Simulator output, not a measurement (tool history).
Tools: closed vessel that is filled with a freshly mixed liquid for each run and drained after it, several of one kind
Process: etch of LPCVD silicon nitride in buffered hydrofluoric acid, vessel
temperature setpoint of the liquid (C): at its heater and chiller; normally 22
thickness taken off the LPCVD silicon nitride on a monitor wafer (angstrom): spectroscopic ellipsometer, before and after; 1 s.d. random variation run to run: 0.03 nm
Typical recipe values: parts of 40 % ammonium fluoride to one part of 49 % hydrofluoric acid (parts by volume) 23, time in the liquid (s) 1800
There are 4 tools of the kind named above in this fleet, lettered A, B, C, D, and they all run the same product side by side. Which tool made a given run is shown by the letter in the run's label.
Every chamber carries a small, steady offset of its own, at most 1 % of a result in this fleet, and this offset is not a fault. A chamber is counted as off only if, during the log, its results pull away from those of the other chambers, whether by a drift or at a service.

run,hour,temperature setpoint of the liquid (C),parts of 40 % ammonium fluoride to one part of 49 % hydrofluoric acid (parts by volume),time in the liquid (s),"read-back film thickness of the LPCVD silicon nitride reference wafer, read on the same gauge (nm)",thickness taken off the LPCVD silicon nitride on a monitor wafer (angstrom)
1D,5.9,22,23,1800,150.03,94.213
2B,16.8,22,23,1800,150.02,95.446
3C,28.1,22,23,1800,150.00,94.688
4A,33.9,22,23,1800,150.01,94.575
5A,41.2,22,23,1800,149.97,95.314
6D,50.3,22,23,1800,150.01,94.432
7C,58.5,22,23,1800,150.01,94.706
8B,68.0,22,23,1800,150.05,94.825
9A,76.6,22,23,1800,149.98,94.043
10C,82.7,22,23,1800,150.04,95.184
11B,92.5,22,23,1800,149.96,95.490
12D,99.3,22,23,1800,150.01,94.727
13A,106.9,22,23,1800,149.96,94.488
14B,114.1,22,23,1800,149.96,95.402
15D,123.0,22,30,1800,150.01,78.873
16C,130.6,22,30,1800,150.02,78.952
17A,141.3,22,30,1800,149.99,77.670
18D,148.2,22,30,1800,149.97,78.322
19B,157.3,22,23,1800,150.06,94.939
20C,163.8,22,23,1800,150.01,94.424
21D,171.2,22,23,1800,150.05,94.476
22C,182.3,22,23,1800,149.98,95.229
23A,193.4,22,23,1800,149.98,92.533
24B,202.6,22,23,1800,149.97,95.150
25D,213.3,22,23,1800,149.99,93.975
26A,218.4,22,23,1800,150.00,92.600
27B,229.0,22,23,1800,150.01,95.012
28C,240.5,22,23,1800,150.01,94.191
29A,249.5,22,23,1800,150.01,92.183
30B,260.4,22,23,1800,150.01,95.139
31D,269.5,22,23,1800,150.01,93.797
32C,277.3,22,23,1800,150.03,94.952
# hour 279.0: chamber C: hydrofluoric acid flow meter replaced
33C,286.5,22,23,1800,150.00,94.407
34D,297.8,22,23,1800,149.96,94.489
35A,309.0,22,23,1800,150.02,91.908

Next, all 4 chambers run the settings below, one line each with question marks for the results. What does each chamber give?
36A,317.2,22,23,1800,,?
36B,317.2,22,23,1800,,?
36C,317.2,22,23,1800,,?
36D,317.2,22,23,1800,,?

run,thickness taken off the LPCVD silicon nitride on a monitor wafer (angstrom)
36A,91.750
36B,95.155
36C,94.882
36D,94.146

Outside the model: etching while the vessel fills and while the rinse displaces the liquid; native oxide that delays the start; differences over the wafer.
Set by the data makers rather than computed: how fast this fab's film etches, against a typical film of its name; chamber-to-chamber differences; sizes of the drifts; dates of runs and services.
